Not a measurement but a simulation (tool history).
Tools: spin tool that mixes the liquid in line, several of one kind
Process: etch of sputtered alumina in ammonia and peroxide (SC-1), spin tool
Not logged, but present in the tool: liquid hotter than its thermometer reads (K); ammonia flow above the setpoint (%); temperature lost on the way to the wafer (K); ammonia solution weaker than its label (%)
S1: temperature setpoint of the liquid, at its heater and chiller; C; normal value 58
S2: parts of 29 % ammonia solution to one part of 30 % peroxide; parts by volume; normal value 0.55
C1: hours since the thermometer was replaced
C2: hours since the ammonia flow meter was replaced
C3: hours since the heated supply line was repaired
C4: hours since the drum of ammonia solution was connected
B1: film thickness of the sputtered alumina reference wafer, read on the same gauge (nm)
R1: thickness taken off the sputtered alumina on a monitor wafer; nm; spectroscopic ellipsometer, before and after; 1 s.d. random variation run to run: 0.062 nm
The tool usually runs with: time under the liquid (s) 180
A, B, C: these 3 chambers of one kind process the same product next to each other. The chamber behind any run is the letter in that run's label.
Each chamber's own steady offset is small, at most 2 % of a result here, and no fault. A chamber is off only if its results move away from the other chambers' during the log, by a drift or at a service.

Run 1A, day 0.25: usual settings; C1 2140.3; C2 1208.8; C3 1208.3; C4 394.9; B1 149.98. Result: R1 11.879 nm.
Run 2B, day 0.612: usual settings; C1 610.6; C2 490.6; C3 1464.6; C4 379.8; B1 149.99. Result: R1 11.702 nm.
Run 3C, day 0.929: usual settings; C1 979.8; C2 242.9; C3 2845.8; C4 245; B1 149.98. Result: R1 11.885 nm.
At day 1.158: chamber A: heated supply line repaired.
Run 4B, day 1.162: usual settings; C1 623.8; C2 503.8; C3 1477.8; C4 393; B1 150.01. Result: R1 11.844 nm.
Run 5A, day 1.525: usual settings but S2 0.45 parts by volume, time under the liquid (s) 250; C1 2170.9; C2 1239.4; C3 8.9; C4 425.5; B1 150.01. Result: R1 15.979 nm.
At day 1.729: chamber C: new drum of ammonia solution connected.
Run 6C, day 1.742: usual settings but S2 0.45 parts by volume, time under the liquid (s) 250; C1 999.3; C2 262.4; C3 2865.3; C4 0.4; B1 149.99. Result: R1 16.301 nm.
Run 7B, day 1.971: usual settings but S2 0.45 parts by volume, time under the liquid (s) 250; C1 643.2; C2 523.2; C3 1497.2; C4 412.4; B1 150.03. Result: R1 16.027 nm.
Run 8A, day 2.179: usual settings; C1 2186.6; C2 1255.1; C3 24.6; C4 441.2; B1 149.96. Result: R1 11.856 nm.
At day 2.3: chamber B: new drum of ammonia solution connected.
Run 9C, day 2.392: usual settings but S1 63 C; C1 1014.9; C2 278; C3 2880.9; C4 16; B1 150. Result: R1 15.509 nm.
Run 10A, day 2.708: usual settings but S1 63 C; C1 2199.3; C2 1267.8; C3 37.3; C4 453.9; B1 150.04. Result: R1 15.405 nm.
Run 11B, day 2.996: usual settings but S1 63 C; C1 667.8; C2 547.8; C3 1521.8; C4 16.8; B1 150.02. Result: R1 15.455 nm.
Run 12C, day 3.171: usual settings; C1 1033.6; C2 296.7; C3 2899.6; C4 34.7; B1 149.99. Result: R1 11.966 nm.
At day 3.242: chamber C: heated supply line repaired.
Run 13A, day 3.479: usual settings; C1 2217.8; C2 1286.3; C3 55.8; C4 472.4; B1 150. Result: R1 11.792 nm.
Run 14C, day 3.75: usual settings; C1 1047.5; C2 310.6; C3 12.2; C4 48.6; B1 150.02. Result: R1 11.972 nm.
Run 15B, day 3.938: usual settings; C1 690.4; C2 570.4; C3 1544.4; C4 39.4; B1 150. Result: R1 11.859 nm.
Run 16C, day 4.258: usual settings but S1 64.5 C; C1 1059.7; C2 322.8; C3 24.4; C4 60.8; B1 149.99. Result: R1 16.902 nm.
Run 17A, day 4.588: usual settings but S1 64.5 C; C1 2244.4; C2 1312.9; C3 82.4; C4 499; B1 150. Result: R1 16.636 nm.
Run 18B, day 4.9: usual settings but S1 64.5 C; C1 713.5; C2 593.5; C3 1567.5; C4 62.5; B1 150.05. Result: R1 16.62 nm.
At day 5.012: chamber A: new drum of ammonia solution connected.
Run 19B, day 5.2: usual settings but S2 0.35 parts by volume; C1 720.7; C2 600.7; C3 1574.7; C4 69.7; B1 150.01. Result: R1 11.337 nm.
Run 20A, day 5.392: usual settings but S2 0.35 parts by volume; C1 2263.7; C2 1332.2; C3 101.7; C4 9.1; B1 150.01. Result: R1 11.45 nm.
Run 21C, day 5.617: usual settings but S2 0.35 parts by volume; C1 1092.3; C2 355.4; C3 57; C4 93.4; B1 150. Result: R1 11.726 nm.
Run 22B, day 5.958: usual settings; C1 738.9; C2 618.9; C3 1592.9; C4 87.9; B1 150.03. Result: R1 11.865 nm.
Run 23C, day 6.288: usual settings; C1 1108.4; C2 371.5; C3 73.1; C4 109.5; B1 150. Result: R1 12.414 nm.
Run 24A, day 6.446: usual settings; C1 2289; C2 1357.5; C3 127; C4 34.4; B1 150.01. Result: R1 11.914 nm.
At day 6.454: chamber A: thermometer replaced.
Run 25B, day 6.633: usual settings; C1 755.1; C2 635.1; C3 1609.1; C4 104.1; B1 150. Result: R1 11.98 nm.
Run 26C, day 6.942: usual settings; C1 1124.1; C2 387.2; C3 88.8; C4 125.2; B1 149.98. Result: R1 12.399 nm.
Run 27A, day 7.292: usual settings; C1 20.2; C2 1377.8; C3 147.3; C4 54.7; B1 150.02. Result: R1 11.748 nm.
Run 28A, day 7.55: usual settings; C1 26.4; C2 1384; C3 153.5; C4 60.9; B1 150. Result: R1 11.779 nm.
Run 29B, day 7.829: usual settings; C1 783.8; C2 663.8; C3 1637.8; C4 132.8; B1 150. Result: R1 11.888 nm.
Run 30C, day 8.108: usual settings; C1 1152.1; C2 415.2; C3 116.8; C4 153.2; B1 150.02. Result: R1 12.592 nm.
Run 31C, day 8.325: usual settings; C1 1157.3; C2 420.4; C3 122; C4 158.4; B1 150. Result: R1 12.623 nm.
Run 32A, day 8.579: usual settings; C1 51.1; C2 1408.7; C3 178.2; C4 85.6; B1 150.02. Result: R1 11.879 nm.
Run 33B, day 8.804: usual settings; C1 807.2; C2 687.2; C3 1661.2; C4 156.2; B1 149.95. Result: R1 11.874 nm.
Run 34C, day 9.138: usual settings; C1 1176.8; C2 439.9; C3 141.5; C4 177.9; B1 149.99. Result: R1 12.735 nm.
Run 35A, day 9.321: usual settings; C1 68.9; C2 1426.5; C3 196; C4 103.4; B1 150. Result: R1 11.759 nm.
Run 36B, day 9.5: usual settings; C1 823.9; C2 703.9; C3 1677.9; C4 172.9; B1 149.99. Result: R1 11.807 nm.
Run 37C, day 9.708: usual settings; C1 1190.5; C2 453.6; C3 155.2; C4 191.6; B1 150.01. Result: R1 12.873 nm.
Run 38A, day 9.879: usual settings; C1 82.3; C2 1439.9; C3 209.4; C4 116.8; B1 150. Result: R1 11.771 nm.
Run 39B, day 10.062: usual settings but time under the liquid (s) 240; C1 837.4; C2 717.4; C3 1691.4; C4 186.4; B1 149.99. Result: R1 15.762 nm.

Is one chamber off against the others, does the gauge drift, or is nothing wrong? If a chamber is off, say which, and what the likeliest cause is.

Chamber C drifts away from the others.
What lies behind it: liquid hotter than its thermometer reads (K) = 1.44.

Below are 4 candidate recipes for chamber C's next run, each the usual settings with a change, their results shown as question marks. Which of them brings C's results back in line with what the other chambers give on the usual settings?
In line means no further than this from the other chambers' mean on the usual settings: R1 0.22 nm
Run 40C-1, day 10.321: usual settings but S1 57.5 C, time under the liquid (s) 170. Result: R1 ?.
Run 40C-2, day 10.321: usual settings but S1 58.5 C, time under the liquid (s) 190. Result: R1 ?.
Run 40C-3, day 10.321: usual settings but S1 54.5 C. Result: R1 ?.
Run 40C-4, day 10.321: usual settings but S1 59.5 C, time under the liquid (s) 200. Result: R1 ?.

The mean the other chambers reach with the usual settings: R1 11.823 nm
  run      R1
40C-1  11.823
40C-2  13.927
40C-3  10.679
40C-4  15.438
40C-1 puts the chamber back in line with the other chambers.
